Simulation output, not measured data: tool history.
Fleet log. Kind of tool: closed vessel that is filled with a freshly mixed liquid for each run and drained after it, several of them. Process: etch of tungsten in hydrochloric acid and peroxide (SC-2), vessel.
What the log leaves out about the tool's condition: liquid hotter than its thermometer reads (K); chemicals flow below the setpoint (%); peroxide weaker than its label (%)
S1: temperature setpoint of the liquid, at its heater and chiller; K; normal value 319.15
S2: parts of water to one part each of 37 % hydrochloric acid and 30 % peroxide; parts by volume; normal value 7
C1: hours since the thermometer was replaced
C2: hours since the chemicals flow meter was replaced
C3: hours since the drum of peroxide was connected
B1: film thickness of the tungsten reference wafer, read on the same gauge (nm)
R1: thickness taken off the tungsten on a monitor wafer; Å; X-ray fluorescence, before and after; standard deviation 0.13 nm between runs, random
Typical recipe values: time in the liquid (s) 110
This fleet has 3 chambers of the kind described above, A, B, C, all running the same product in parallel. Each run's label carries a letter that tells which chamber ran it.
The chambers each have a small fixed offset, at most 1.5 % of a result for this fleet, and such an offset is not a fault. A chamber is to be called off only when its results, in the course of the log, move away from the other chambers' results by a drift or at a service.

Run 1B, hour 14.6: usual settings; C1 1231.9; C2 500.9; C3 676.0; B1 149.99. Result: R1 294.57 Å.
At hour 14.9: chamber B: chemicals flow meter replaced.
Run 2A, hour 24.6: usual settings; C1 1087.4; C2 2127.6; C3 213.9; B1 149.99. Result: R1 291.15 Å.
Run 3C, hour 36.1: usual settings; C1 785.1; C2 778.9; C3 1097.4; B1 150.00. Result: R1 296.26 Å.
Run 4A, hour 49.3: usual settings; C1 1112.1; C2 2152.3; C3 238.6; B1 150.02. Result: R1 294.13 Å.
Run 5B, hour 59.1: usual settings; C1 1276.4; C2 44.3; C3 720.5; B1 149.98. Result: R1 292.04 Å.
Run 6C, hour 68.6: usual settings; C1 817.6; C2 811.4; C3 1129.9; B1 150.00. Result: R1 294.60 Å.
Run 7A, hour 82.2: usual settings; C1 1145.0; C2 2185.2; C3 271.5; B1 149.98. Result: R1 293.09 Å.
Run 8C, hour 97.6: usual settings; C1 846.6; C2 840.4; C3 1158.9; B1 149.98. Result: R1 300.14 Å.
Run 9B, hour 112.6: usual settings; C1 1329.9; C2 97.8; C3 774.0; B1 150.00. Result: R1 295.49 Å.
Run 10C, hour 123.0: usual settings; C1 872.0; C2 865.8; C3 1184.3; B1 150.02. Result: R1 298.60 Å.
At hour 125.0: chamber A: chemicals flow meter replaced.
At hour 130.7: chamber C: new drum of peroxide connected.
Run 11B, hour 137.7: usual settings; C1 1355.0; C2 122.9; C3 799.1; B1 150.00. Result: R1 293.89 Å.
Run 12A, hour 144.7: usual settings; C1 1207.5; C2 19.7; C3 334.0; B1 149.97. Result: R1 294.11 Å.
Run 13B, hour 156.3: usual settings; C1 1373.6; C2 141.5; C3 817.7; B1 150.01. Result: R1 296.39 Å.
Run 14C, hour 165.1: usual settings; C1 914.1; C2 907.9; C3 34.4; B1 150.00. Result: R1 304.37 Å.
Run 15A, hour 178.4: usual settings; C1 1241.2; C2 53.4; C3 367.7; B1 149.98. Result: R1 296.13 Å.
Run 16A, hour 193.6: usual settings but S1 322.65 K, time in the liquid (s) 85; C1 1256.4; C2 68.6; C3 382.9; B1 150.00. Result: R1 285.90 Å.
Run 17B, hour 207.5: usual settings but S1 322.65 K, time in the liquid (s) 85; C1 1424.8; C2 192.7; C3 868.9; B1 150.00. Result: R1 289.23 Å.
Run 18C, hour 219.2: usual settings but S1 322.65 K, time in the liquid (s) 85; C1 968.2; C2 962.0; C3 88.5; B1 149.99. Result: R1 300.94 Å.
Run 19A, hour 234.4: usual settings; C1 1297.2; C2 109.4; C3 423.7; B1 150.00. Result: R1 295.38 Å.
Run 20C, hour 249.6: usual settings; C1 998.6; C2 992.4; C3 118.9; B1 150.00. Result: R1 310.66 Å.
Run 21B, hour 261.2: usual settings; C1 1478.5; C2 246.4; C3 922.6; B1 149.99. Result: R1 293.30 Å.
Run 22B, hour 268.5: usual settings; C1 1485.8; C2 253.7; C3 929.9; B1 150.00. Result: R1 292.40 Å.
Run 23A, hour 278.4: usual settings but S2 10 parts by volume; C1 1341.2; C2 153.4; C3 467.7; B1 149.98. Result: R1 223.31 Å.
Run 24C, hour 290.7: usual settings but S2 10 parts by volume; C1 1039.7; C2 1033.5; C3 160.0; B1 150.00. Result: R1 236.45 Å.

Each of the 3 chambers runs these same settings next. Fill in every chamber's results:
Run 25A, hour 301.8: usual settings but time in the liquid (s) 155. Result: R1 ?.
Run 25B, hour 301.8: usual settings but time in the liquid (s) 155. Result: R1 ?.
Run 25C, hour 301.8: usual settings but time in the liquid (s) 155. Result: R1 ?.

run      R1
25A  413.11
25B  414.79
25C  444.15
